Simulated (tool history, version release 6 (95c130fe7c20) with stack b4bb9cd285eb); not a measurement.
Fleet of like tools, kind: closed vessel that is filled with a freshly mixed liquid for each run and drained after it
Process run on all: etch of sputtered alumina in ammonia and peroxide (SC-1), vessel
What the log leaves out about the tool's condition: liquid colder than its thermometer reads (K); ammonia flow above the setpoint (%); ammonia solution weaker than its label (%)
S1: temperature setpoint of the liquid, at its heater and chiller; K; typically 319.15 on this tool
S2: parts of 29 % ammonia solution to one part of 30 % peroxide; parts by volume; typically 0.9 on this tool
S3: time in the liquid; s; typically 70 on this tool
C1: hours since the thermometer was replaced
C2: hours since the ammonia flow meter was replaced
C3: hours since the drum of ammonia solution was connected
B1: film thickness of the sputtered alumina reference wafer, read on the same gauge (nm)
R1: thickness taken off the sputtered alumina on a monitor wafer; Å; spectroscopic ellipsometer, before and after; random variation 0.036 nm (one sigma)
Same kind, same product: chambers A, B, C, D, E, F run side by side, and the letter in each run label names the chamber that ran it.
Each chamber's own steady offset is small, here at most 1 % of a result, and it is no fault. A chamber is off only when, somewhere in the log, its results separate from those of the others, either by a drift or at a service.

{"run": "1E", "day": 0.438, "S1": 319.15, "S2": 0.9, "S3": 70, "C1": 370.5, "C2": 2050.9, "C3": 186.1, "B1": 120.05, "R1": 52.044}
{"run": "2C", "day": 0.75, "S1": 319.15, "S2": 0.9, "S3": 70, "C1": 313.2, "C2": 1746.6, "C3": 496.4, "B1": 119.98, "R1": 51.539}
{"day": 0.912, "done": "chamber A: thermometer replaced"}
{"run": "3D", "day": 1.288, "S1": 319.15, "S2": 0.9, "S3": 70, "C1": 1771.0, "C2": 449.4, "C3": 625.8, "B1": 119.96, "R1": 53.072}
{"run": "4B", "day": 1.767, "S1": 319.15, "S2": 0.9, "S3": 70, "C1": 1598.7, "C2": 1268.1, "C3": 725.5, "B1": 120.03, "R1": 52.68}
{"run": "5A", "day": 2.083, "S1": 319.15, "S2": 0.9, "S3": 70, "C1": 28.1, "C2": 384.1, "C3": 474.7, "B1": 120.0, "R1": 51.772}
{"run": "6F", "day": 2.721, "S1": 319.15, "S2": 0.9, "S3": 70, "C1": 557.3, "C2": 1231.1, "C3": 604.4, "B1": 120.01, "R1": 51.88}
{"run": "7C", "day": 3.096, "S1": 319.15, "S2": 0.9, "S3": 70, "C1": 369.5, "C2": 1802.9, "C3": 552.7, "B1": 120.01, "R1": 52.295}
{"run": "8B", "day": 3.575, "S1": 327.65, "S2": 0.9, "S3": 90, "C1": 1642.1, "C2": 1311.5, "C3": 768.9, "B1": 119.98, "R1": 106.79}
{"day": 3.721, "done": "chamber D: thermometer replaced"}
{"run": "9E", "day": 4.146, "S1": 327.65, "S2": 0.9, "S3": 90, "C1": 459.5, "C2": 2139.9, "C3": 275.1, "B1": 120.01, "R1": 105.84}
{"run": "10D", "day": 4.521, "S1": 327.65, "S2": 0.9, "S3": 90, "C1": 19.2, "C2": 527.0, "C3": 703.4, "B1": 119.98, "R1": 106.19}
{"run": "11A", "day": 5.175, "S1": 327.65, "S2": 0.9, "S3": 90, "C1": 102.3, "C2": 458.3, "C3": 548.9, "B1": 119.96, "R1": 108.51}
{"run": "12F", "day": 5.633, "S1": 327.65, "S2": 0.9, "S3": 90, "C1": 627.2, "C2": 1301.0, "C3": 674.3, "B1": 119.99, "R1": 105.61}
{"run": "13B", "day": 6.054, "S1": 327.65, "S2": 0.9, "S3": 90, "C1": 1701.6, "C2": 1371.0, "C3": 828.4, "B1": 120.0, "R1": 107.5}
{"day": 6.083, "done": "chamber B: thermometer replaced"}
{"run": "14D", "day": 6.525, "S1": 319.15, "S2": 0.9, "S3": 70, "C1": 67.3, "C2": 575.1, "C3": 751.5, "B1": 120.02, "R1": 52.603}
{"run": "15E", "day": 7.038, "S1": 319.15, "S2": 0.9, "S3": 70, "C1": 528.9, "C2": 2209.3, "C3": 344.5, "B1": 120.02, "R1": 51.424}
{"run": "16F", "day": 7.496, "S1": 319.15, "S2": 0.9, "S3": 70, "C1": 671.9, "C2": 1345.7, "C3": 719.0, "B1": 119.98, "R1": 51.65}
{"day": 7.725, "done": "chamber F: ammonia flow meter replaced"}
{"run": "17C", "day": 7.821, "S1": 319.15, "S2": 0.9, "S3": 70, "C1": 482.9, "C2": 1916.3, "C3": 666.1, "B1": 120.06, "R1": 52.259}
{"run": "18A", "day": 8.167, "S1": 319.15, "S2": 0.9, "S3": 70, "C1": 174.1, "C2": 530.1, "C3": 620.7, "B1": 120.0, "R1": 52.1}
{"run": "19B", "day": 8.504, "S1": 319.15, "S2": 0.9, "S3": 70, "C1": 58.1, "C2": 1429.8, "C3": 887.2, "B1": 119.95, "R1": 51.861}
{"run": "20A", "day": 9.046, "S1": 319.15, "S2": 0.9, "S3": 70, "C1": 195.2, "C2": 551.2, "C3": 641.8, "B1": 119.96, "R1": 52.223}
{"run": "21E", "day": 9.708, "S1": 319.15, "S2": 0.9, "S3": 70, "C1": 593.0, "C2": 2273.4, "C3": 408.6, "B1": 119.96, "R1": 51.466}
{"day": 10.058, "done": "chamber E: new drum of ammonia solution connected"}
{"run": "22C", "day": 10.288, "S1": 319.15, "S2": 0.9, "S3": 70, "C1": 542.1, "C2": 1975.5, "C3": 725.3, "B1": 119.99, "R1": 51.462}
{"run": "23D", "day": 10.579, "S1": 319.15, "S2": 0.9, "S3": 70, "C1": 164.6, "C2": 672.4, "C3": 848.8, "B1": 119.98, "R1": 52.395}
{"run": "24F", "day": 10.996, "S1": 319.15, "S2": 0.9, "S3": 70, "C1": 755.9, "C2": 78.6, "C3": 803.0, "B1": 119.98, "R1": 50.303}
{"run": "25E", "day": 11.633, "S1": 319.15, "S2": 0.9, "S3": 70, "C1": 639.2, "C2": 2319.6, "C3": 37.9, "B1": 119.98, "R1": 52.953}
{"day": 12.179, "done": "chamber A: new drum of ammonia solution connected"}
{"run": "26C", "day": 12.258, "S1": 319.15, "S2": 0.9, "S3": 70, "C1": 589.4, "C2": 2022.8, "C3": 772.6, "B1": 119.97, "R1": 51.509}
{"day": 12.488, "done": "chamber E: ammonia flow meter replaced"}
{"day": 12.525, "done": "chamber F: new drum of ammonia solution connected"}
{"run": "27F", "day": 12.808, "S1": 319.15, "S2": 0.9, "S3": 70, "C1": 799.4, "C2": 122.1, "C3": 6.9, "B1": 119.99, "R1": 50.706}
{"run": "28A", "day": 13.142, "S1": 319.15, "S2": 0.9, "S3": 70, "C1": 293.5, "C2": 649.5, "C3": 23.1, "B1": 120.03, "R1": 52.687}
{"run": "29D", "day": 13.775, "S1": 319.15, "S2": 0.5, "S3": 70, "C1": 241.3, "C2": 749.1, "C3": 925.5, "B1": 120.0, "R1": 50.316}
{"run": "30B", "day": 14.108, "S1": 319.15, "S2": 0.5, "S3": 70, "C1": 192.6, "C2": 1564.3, "C3": 1021.7, "B1": 119.97, "R1": 50.104}
{"run": "31C", "day": 14.508, "S1": 319.15, "S2": 0.5, "S3": 70, "C1": 643.4, "C2": 2076.8, "C3": 826.6, "B1": 119.99, "R1": 49.257}
{"day": 14.938, "done": "chamber D: new drum of ammonia solution connected"}
{"run": "32F", "day": 14.971, "S1": 319.15, "S2": 0.5, "S3": 70, "C1": 851.3, "C2": 174.0, "C3": 58.8, "B1": 120.02, "R1": 46.645}
{"run": "33E", "day": 15.554, "S1": 319.15, "S2": 0.5, "S3": 70, "C1": 733.3, "C2": 73.6, "C3": 132.0, "B1": 120.06, "R1": 49.303}
{"run": "34B", "day": 16.208, "S1": 319.15, "S2": 0.5, "S3": 70, "C1": 243.0, "C2": 1614.7, "C3": 1072.1, "B1": 119.93, "R1": 49.511}
{"day": 16.533, "done": "chamber B: new drum of ammonia solution connected"}
{"run": "35D", "day": 16.867, "S1": 319.15, "S2": 0.9, "S3": 70, "C1": 315.5, "C2": 823.3, "C3": 46.3, "B1": 120.0, "R1": 51.719}
{"run": "36A", "day": 17.492, "S1": 319.15, "S2": 0.9, "S3": 110, "C1": 397.9, "C2": 753.9, "C3": 127.5, "B1": 119.98, "R1": 81.854}
{"run": "37F", "day": 17.921, "S1": 319.15, "S2": 0.9, "S3": 110, "C1": 922.1, "C2": 244.8, "C3": 129.6, "B1": 120.0, "R1": 78.008}
{"run": "38D", "day": 18.396, "S1": 319.15, "S2": 0.9, "S3": 110, "C1": 352.2, "C2": 860.0, "C3": 83.0, "B1": 120.05, "R1": 81.162}
{"run": "39C", "day": 18.704, "S1": 319.15, "S2": 0.9, "S3": 110, "C1": 744.1, "C2": 2177.5, "C3": 927.3, "B1": 120.01, "R1": 82.349}
{"run": "40B", "day": 19.233, "S1": 319.15, "S2": 0.9, "S3": 110, "C1": 315.6, "C2": 1687.3, "C3": 64.9, "B1": 120.02, "R1": 82.223}
{"run": "41E", "day": 19.529, "S1": 319.15, "S2": 0.9, "S3": 110, "C1": 828.7, "C2": 169.0, "C3": 227.4, "B1": 120.0, "R1": 82.414}

For the next run the whole fleet of 6 chambers uses the same settings. Give each chamber's results:
{"run": "42A", "day": 20.008, "S1": 319.15, "S2": 0.9, "S3": 70, "R1": "?"}
{"run": "42B", "day": 20.008, "S1": 319.15, "S2": 0.9, "S3": 70, "R1": "?"}
{"run": "42C", "day": 20.008, "S1": 319.15, "S2": 0.9, "S3": 70, "R1": "?"}
{"run": "42D", "day": 20.008, "S1": 319.15, "S2": 0.9, "S3": 70, "R1": "?"}
{"run": "42E", "day": 20.008, "S1": 319.15, "S2": 0.9, "S3": 70, "R1": "?"}
{"run": "42F", "day": 20.008, "S1": 319.15, "S2": 0.9, "S3": 70, "R1": "?"}

run=42A R1=52.342
run=42B R1=52.342
run=42C R1=51.305
run=42D R1=52.913
run=42E R1=52.007
run=42F R1=49.192
